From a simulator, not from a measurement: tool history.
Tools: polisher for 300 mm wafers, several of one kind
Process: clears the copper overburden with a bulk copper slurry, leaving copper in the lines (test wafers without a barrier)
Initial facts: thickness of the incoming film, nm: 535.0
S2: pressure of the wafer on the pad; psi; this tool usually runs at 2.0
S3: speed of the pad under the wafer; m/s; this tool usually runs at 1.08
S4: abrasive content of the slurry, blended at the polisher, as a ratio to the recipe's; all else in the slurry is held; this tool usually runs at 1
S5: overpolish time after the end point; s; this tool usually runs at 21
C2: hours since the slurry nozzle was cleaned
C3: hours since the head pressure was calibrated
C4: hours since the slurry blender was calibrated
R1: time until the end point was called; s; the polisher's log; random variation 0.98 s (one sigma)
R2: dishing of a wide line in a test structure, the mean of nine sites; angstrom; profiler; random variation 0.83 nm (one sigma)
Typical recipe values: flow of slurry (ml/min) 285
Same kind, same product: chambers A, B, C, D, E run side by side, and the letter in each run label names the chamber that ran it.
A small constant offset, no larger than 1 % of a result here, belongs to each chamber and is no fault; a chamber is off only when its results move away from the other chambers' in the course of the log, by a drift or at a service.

run 1D day=0.475 | flow_of_slurry_(ml/min)=285 S2=2.0 S3=1.08 S4=1 S5=21 | wafers_polished_on_this_pad=755 C2=48.3 C3=98.4 C4=294.0 | R1=73.026 R2=803.72
run 2E day=0.929 | flow_of_slurry_(ml/min)=285 S2=2.0 S3=1.08 S4=1 S5=21 | wafers_polished_on_this_pad=468 C2=330.2 C3=113.2 C4=82.3 | R1=72.246 R2=794.82
-- day=1.142 chamber B: worn pad replaced by a new one
run 3B day=1.162 | flow_of_slurry_(ml/min)=285 S2=2.0 S3=1.08 S4=1 S5=21 | wafers_polished_on_this_pad=3 C2=94.7 C3=870.0 C4=107.9 | R1=71.882 R2=799.33
run 4C day=1.429 | flow_of_slurry_(ml/min)=285 S2=2.0 S3=1.08 S4=1 S5=21 | wafers_polished_on_this_pad=396 C2=250.1 C3=55.0 C4=72.5 | R1=72.561 R2=803.39
run 5A day=1.725 | flow_of_slurry_(ml/min)=285 S2=2.0 S3=1.08 S4=1 S5=21 | wafers_polished_on_this_pad=434 C2=256.8 C3=925.9 C4=141.3 | R1=74.635 R2=801.68
run 6A day=2.117 | flow_of_slurry_(ml/min)=285 S2=2.0 S3=1.40 S4=1 S5=33 | wafers_polished_on_this_pad=492 C2=266.2 C3=935.3 C4=150.7 | R1=57.014 R2=1112.10
run 7C day=2.433 | flow_of_slurry_(ml/min)=285 S2=2.0 S3=1.40 S4=1 S5=33 | wafers_polished_on_this_pad=545 C2=274.2 C3=79.1 C4=96.6 | R1=57.455 R2=1139.00
-- day=2.804 chamber E: slurry nozzle cleaned
run 8B day=2.892 | flow_of_slurry_(ml/min)=285 S2=2.0 S3=1.40 S4=1 S5=33 | wafers_polished_on_this_pad=260 C2=136.2 C3=911.5 C4=149.4 | R1=56.762 R2=1131.40
-- day=3.188 chamber E: worn pad replaced by a new one
run 9E day=3.338 | flow_of_slurry_(ml/min)=285 S2=2.0 S3=1.40 S4=1 S5=33 | wafers_polished_on_this_pad=22 C2=12.9 C3=171.0 C4=140.1 | R1=57.440 R2=1116.80
run 10D day=3.746 | flow_of_slurry_(ml/min)=285 S2=2.0 S3=1.40 S4=1 S5=33 | wafers_polished_on_this_pad=1241 C2=126.8 C3=176.9 C4=372.5 | R1=56.101 R2=1131.50
run 11A day=4.046 | flow_of_slurry_(ml/min)=285 S2=2.0 S3=1.08 S4=1 S5=21 | wafers_polished_on_this_pad=779 C2=312.5 C3=981.6 C4=197.0 | R1=76.278 R2=791.70
run 12E day=4.271 | flow_of_slurry_(ml/min)=330 S2=2.0 S3=1.08 S4=1 S5=15 | wafers_polished_on_this_pad=161 C2=35.3 C3=193.4 C4=162.5 | R1=71.347 R2=639.73
-- day=4.554 chamber C: worn pad replaced by a new one
run 13C day=4.717 | flow_of_slurry_(ml/min)=330 S2=2.0 S3=1.08 S4=1 S5=15 | wafers_polished_on_this_pad=24 C2=329.0 C3=133.9 C4=151.4 | R1=74.506 R2=646.12
run 14B day=5.117 | flow_of_slurry_(ml/min)=330 S2=2.0 S3=1.08 S4=1 S5=15 | wafers_polished_on_this_pad=591 C2=189.6 C3=964.9 C4=202.8 | R1=70.385 R2=657.70
run 15D day=5.392 | flow_of_slurry_(ml/min)=330 S2=2.0 S3=1.08 S4=1 S5=15 | wafers_polished_on_this_pad=1486 C2=166.3 C3=216.4 C4=412.0 | R1=70.539 R2=643.88
-- day=5.412 chamber B: worn pad replaced by a new one
-- day=5.604 chamber D: slurry blender recalibrated
-- day=5.708 chamber D: worn pad replaced by a new one
run 16E day=5.792 | flow_of_slurry_(ml/min)=330 S2=2.0 S3=1.08 S4=1 S5=15 | wafers_polished_on_this_pad=387 C2=71.8 C3=229.9 C4=199.0 | R1=72.099 R2=639.24
-- day=5.946 chamber A: worn pad replaced by a new one
-- day=5.992 chamber B: slurry blender recalibrated
run 17A day=6.117 | flow_of_slurry_(ml/min)=285 S2=2.0 S3=1.08 S4=1 S5=21 | wafers_polished_on_this_pad=25 C2=362.2 C3=1031.3 C4=246.7 | R1=73.275 R2=811.95
run 18C day=6.358 | flow_of_slurry_(ml/min)=285 S2=2.0 S3=1.08 S4=1 S5=21 | wafers_polished_on_this_pad=268 C2=368.4 C3=173.3 C4=190.8 | R1=74.580 R2=789.82
-- day=6.671 chamber C: slurry blender recalibrated
run 19D day=6.750 | flow_of_slurry_(ml/min)=285 S2=2.0 S3=1.08 S4=1 S5=21 | wafers_polished_on_this_pad=155 C2=198.9 C3=249.0 C4=27.5 | R1=72.918 R2=803.51
run 20B day=7.171 | flow_of_slurry_(ml/min)=285 S2=2.0 S3=1.08 S4=1 S5=21 | wafers_polished_on_this_pad=261 C2=238.9 C3=1014.2 C4=28.3 | R1=73.145 R2=791.98
run 21B day=7.508 | flow_of_slurry_(ml/min)=285 S2=2.0 S3=1.08 S4=1 S5=21 | wafers_polished_on_this_pad=311 C2=247.0 C3=1022.3 C4=36.4 | R1=74.907 R2=812.98
-- day=7.692 chamber E: worn pad replaced by a new one
run 22A day=7.962 | flow_of_slurry_(ml/min)=285 S2=2.0 S3=1.08 S4=1 S5=21 | wafers_polished_on_this_pad=299 C2=406.5 C3=1075.6 C4=291.0 | R1=73.048 R2=800.74
run 23E day=8.333 | flow_of_slurry_(ml/min)=285 S2=2.0 S3=1.08 S4=1 S5=21 | wafers_polished_on_this_pad=95 C2=132.8 C3=290.9 C4=260.0 | R1=73.951 R2=791.81
run 24C day=8.575 | flow_of_slurry_(ml/min)=350 S2=1.4 S3=1.08 S4=1 S5=21 | wafers_polished_on_this_pad=598 C2=421.6 C3=226.5 C4=45.7 | R1=105.100 R2=603.21
run 25D day=8.912 | flow_of_slurry_(ml/min)=350 S2=1.4 S3=1.08 S4=1 S5=21 | wafers_polished_on_this_pad=476 C2=250.8 C3=300.9 C4=79.4 | R1=100.960 R2=597.07
run 26B day=9.296 | flow_of_slurry_(ml/min)=350 S2=1.4 S3=1.08 S4=1 S5=21 | wafers_polished_on_this_pad=577 C2=289.9 C3=1065.2 C4=79.3 | R1=102.360 R2=605.84
run 27D day=9.721 | flow_of_slurry_(ml/min)=350 S2=1.4 S3=1.08 S4=1 S5=21 | wafers_polished_on_this_pad=596 C2=270.2 C3=320.3 C4=98.8 | R1=103.780 R2=595.72
-- day=9.938 chamber E: head pressure recalibrated
-- day=10.088 chamber C: worn pad replaced by a new one
run 28C day=10.171 | flow_of_slurry_(ml/min)=350 S2=1.4 S3=1.08 S4=1 S5=21 | wafers_polished_on_this_pad=12 C2=459.9 C3=264.8 C4=84.0 | R1=105.400 R2=595.10
run 29A day=10.492 | flow_of_slurry_(ml/min)=285 S2=2.0 S3=1.08 S4=1 S5=21 | wafers_polished_on_this_pad=675 C2=467.2 C3=1136.3 C4=351.7 | R1=73.386 R2=795.52
run 30E day=10.967 | flow_of_slurry_(ml/min)=285 S2=2.0 S3=1.08 S4=1 S5=21 | wafers_polished_on_this_pad=487 C2=196.0 C3=24.8 C4=323.2 | R1=73.596 R2=802.46
run 31D day=11.383 | flow_of_slurry_(ml/min)=285 S2=2.0 S3=1.08 S4=1 S5=21 | wafers_polished_on_this_pad=843 C2=310.1 C3=360.2 C4=138.7 | R1=69.681 R2=795.36

One chamber off, gauge drift, or nothing amiss beyond the chambers' own small offsets? If it is a chamber, which one, and what is the likeliest cause?

No chamber stands off beyond its own small offset, and the gauge holds steady.
